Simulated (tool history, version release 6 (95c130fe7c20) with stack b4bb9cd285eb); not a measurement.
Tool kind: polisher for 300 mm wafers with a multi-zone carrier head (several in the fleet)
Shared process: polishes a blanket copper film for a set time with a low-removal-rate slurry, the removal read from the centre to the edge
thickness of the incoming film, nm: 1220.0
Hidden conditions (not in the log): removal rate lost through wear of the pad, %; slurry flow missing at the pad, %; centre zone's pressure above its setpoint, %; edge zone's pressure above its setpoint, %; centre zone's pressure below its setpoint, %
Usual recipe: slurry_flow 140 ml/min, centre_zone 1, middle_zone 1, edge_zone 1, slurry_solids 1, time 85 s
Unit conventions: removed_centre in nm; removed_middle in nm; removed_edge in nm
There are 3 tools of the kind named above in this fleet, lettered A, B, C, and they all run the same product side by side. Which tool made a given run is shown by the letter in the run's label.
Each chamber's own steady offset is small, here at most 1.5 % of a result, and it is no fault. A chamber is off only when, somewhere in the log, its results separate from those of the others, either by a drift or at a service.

| run | hour | slurry_flow | centre_zone | middle_zone | edge_zone | slurry_solids | time | wafers polished on this pad | hours since the slurry nozzle was cleaned | hours since the centre zone pressure was calibrated | hours since the edge zone pressure was calibrated | removed_centre | removed_middle | removed_edge |
|---|---|---|---|---|---|---|---|---|---|---|---|---|---|---|
| 1C | 9.7 | 140 | 1 | 1 | 1 | 1 | 85 | 330 | 493.1 | 1208.8 | 144 | 302.18 | 304.31 | 306.28 |
| 2A | 18 | 140 | 1 | 1 | 1 | 1 | 85 | 344 | 68 | 151.1 | 133.4 | 306.13 | 305.45 | 304.34 |
| 3B | 24.9 | 140 | 1 | 1 | 1 | 1 | 85 | 591 | 395.5 | 54.5 | 1210.4 | 306.15 | 304.81 | 311.5 |
| 4A | 32.3 | 140 | 1 | 1 | 1 | 1 | 85 | 513 | 82.3 | 165.4 | 147.7 | 304.73 | 307.82 | 300.49 |
| 5C | 37.5 | 140 | 1 | 1 | 1 | 1 | 85 | 660 | 520.9 | 1236.6 | 171.8 | 303.09 | 304.74 | 307.01 |
| 6B | 42.6 | 140 | 1 | 1 | 1 | 1 | 85 | 801 | 413.2 | 72.2 | 1228.1 | 308.75 | 310.56 | 306.27 |
| 7A | 47 | 140 | 1 | 1 | 1 | 1 | 85 | 688 | 97 | 180.1 | 162.4 | 311.1 | 308.48 | 307.94 |
| 8B | 52.2 | 140 | 1 | 1 | 1 | 1 | 85 | 915 | 422.8 | 81.8 | 1237.7 | 304.34 | 306.69 | 307.75 |
|  | 56.1 | chamber A: worn pad replaced by a new one |
| 9C | 59.6 | 140 | 1 | 1 | 1 | 1 | 85 | 922 | 543 | 1258.7 | 193.9 | 304.26 | 305.93 | 301.36 |
| 10C | 67.6 | 120 | 0.9 | 1 | 1 | 1 | 85 | 1017 | 551 | 1266.7 | 201.9 | 255.41 | 294.31 | 298.62 |
| 11B | 74.2 | 120 | 0.9 | 1 | 1 | 1 | 85 | 1176 | 444.8 | 103.8 | 1259.7 | 262.94 | 296.51 | 301.28 |
| 12A | 83.4 | 120 | 0.9 | 1 | 1 | 1 | 85 | 324 | 133.4 | 216.5 | 198.8 | 261.26 | 298.31 | 303.84 |
|  | 85.5 | chamber B: worn pad replaced by a new one |
| 13A | 89 | 140 | 1 | 1 | 1 | 1 | 85 | 390 | 139 | 222.1 | 204.4 | 300.95 | 307.76 | 308.99 |
| 14C | 94.5 | 140 | 1 | 1 | 1 | 1 | 85 | 1336 | 577.9 | 1293.6 | 228.8 | 301.77 | 310.04 | 308.71 |
| 15B | 100.7 | 140 | 1 | 1 | 1 | 1 | 85 | 180 | 471.3 | 130.3 | 1286.2 | 303.6 | 302.33 | 310.57 |
| 16A | 106.2 | 140 | 1 | 1 | 1 | 1 | 85 | 594 | 156.2 | 239.3 | 221.6 | 306.89 | 304.6 | 305.06 |
| 17B | 110.8 | 140 | 1 | 1 | 1 | 1 | 85 | 300 | 481.4 | 140.4 | 1296.3 | 313.1 | 305.9 | 309.87 |
|  | 111.9 | chamber C: worn pad replaced by a new one |
|  | 115.1 | chamber A: worn pad replaced by a new one |
| 18C | 115.7 | 140 | 1 | 1 | 1 | 1 | 85 | 45 | 599.1 | 1314.8 | 250 | 305.26 | 307.46 | 299.2 |
|  | 121 | chamber C: centre zone pressure recalibrated |
| 19A | 121.8 | 140 | 1 | 1 | 1 | 1 | 85 | 80 | 171.8 | 254.9 | 237.2 | 302.74 | 309.71 | 312.51 |
| 20B | 126.9 | 140 | 1 | 1 | 1 | 1 | 85 | 491 | 497.5 | 156.5 | 1312.4 | 310.72 | 304.1 | 306.64 |
|  | 131.9 | chamber B: edge zone pressure recalibrated |
| 21C | 133.4 | 140 | 1 | 0.94 | 1 | 1 | 85 | 255 | 616.8 | 12.4 | 267.7 | 264.37 | 290.94 | 311.47 |
| 22A | 139.5 | 140 | 1 | 0.94 | 1 | 1 | 85 | 290 | 189.5 | 272.6 | 254.9 | 305.96 | 291.44 | 311.43 |
| 23C | 148.2 | 140 | 1 | 0.94 | 1 | 1 | 85 | 430 | 631.6 | 27.2 | 282.5 | 267.84 | 294.11 | 302.76 |
| 24B | 157.5 | 140 | 1 | 1 | 1 | 1 | 85 | 854 | 528.1 | 187.1 | 25.7 | 303.22 | 307.22 | 306.62 |
| 25C | 167.1 | 140 | 1 | 1 | 1 | 1 | 85 | 655 | 650.5 | 46.1 | 301.4 | 262.28 | 301.24 | 311.3 |
| 26B | 175.2 | 140 | 1 | 1 | 1 | 1 | 85 | 1064 | 545.8 | 204.8 | 43.4 | 306.51 | 306.19 | 309.79 |
|  | 175.7 | chamber A: worn pad replaced by a new one |
|  | 177 | chamber B: worn pad replaced by a new one |
| 27A | 183.4 | 140 | 1 | 1 | 1 | 1 | 85 | 91 | 233.4 | 316.5 | 298.8 | 308.47 | 305 | 301.3 |
| 28B | 190.3 | 140 | 1 | 1 | 1 | 1 | 85 | 157 | 560.9 | 219.9 | 58.5 | 308.62 | 303.99 | 311.89 |
| 29C | 197.6 | 140 | 1 | 1 | 1 | 0.85 | 64 | 1016 | 681 | 76.6 | 331.9 | 194.58 | 222.16 | 225.43 |
| 30A | 203.8 | 140 | 1 | 1 | 1 | 0.85 | 64 | 333 | 253.8 | 336.9 | 319.2 | 222 | 221.16 | 225.6 |
| 31B | 210.7 | 140 | 1 | 1 | 1 | 0.85 | 64 | 399 | 581.3 | 240.3 | 78.9 | 226.62 | 223.03 | 230.72 |
| 32C | 219.8 | 140 | 1 | 1 | 1 | 1 | 85 | 1280 | 703.2 | 98.8 | 354.1 | 259.67 | 305.16 | 306.61 |
| 33A | 226.7 | 140 | 1 | 1 | 1 | 1 | 85 | 605 | 276.7 | 359.8 | 342.1 | 302.84 | 304.81 | 305.86 |
|  | 227 | chamber C: worn pad replaced by a new one |
|  | 229.5 | chamber A: worn pad replaced by a new one |
| 34B | 232.5 | 140 | 1 | 1 | 1 | 1 | 85 | 658 | 603.1 | 262.1 | 100.7 | 305.28 | 306.07 | 311.7 |
| 35C | 236.9 | 140 | 1 | 1 | 1 | 1 | 85 | 118 | 720.3 | 115.9 | 371.2 | 263.49 | 307.45 | 311.31 |
|  | 239 | chamber A: edge zone pressure recalibrated |
| 36A | 245.6 | 140 | 1 | 1 | 1 | 1 | 85 | 191 | 295.6 | 378.7 | 6.7 | 307.67 | 306.31 | 309.37 |
| 37A | 251.1 | 140 | 1 | 1 | 1 | 1 | 85 | 256 | 301.1 | 384.2 | 12.2 | 301.16 | 309.71 | 303.74 |
| 38C | 258.3 | 140 | 1 | 1 | 1 | 1 | 85 | 372 | 741.7 | 137.3 | 392.6 | 259.14 | 308.2 | 304.98 |
|  | 261.1 | chamber B: worn pad replaced by a new one |
| 39B | 263.3 | 140 | 1 | 1 | 1 | 1 | 85 | 26 | 633.9 | 292.9 | 131.5 | 307.75 | 307.7 | 305.89 |

The same settings go to every chamber for the next run, one line per chamber below. Forecast the results for each:
| 40A | 270.4 | 140 | 1 | 1 | 1 | 1 | 85 |  |  |  |  | ? | ? | ? |
| 40B | 270.4 | 140 | 1 | 1 | 1 | 1 | 85 |  |  |  |  | ? | ? | ? |
| 40C | 270.4 | 140 | 1 | 1 | 1 | 1 | 85 |  |  |  |  | ? | ? | ? |

| run | removed_centre | removed_middle | removed_edge |
|---|---|---|---|
| 40A | 299.12 | 308.84 | 306.06 |
| 40B | 306.94 | 306.62 | 307.89 |
| 40C | 261.09 | 302.64 | 301.54 |

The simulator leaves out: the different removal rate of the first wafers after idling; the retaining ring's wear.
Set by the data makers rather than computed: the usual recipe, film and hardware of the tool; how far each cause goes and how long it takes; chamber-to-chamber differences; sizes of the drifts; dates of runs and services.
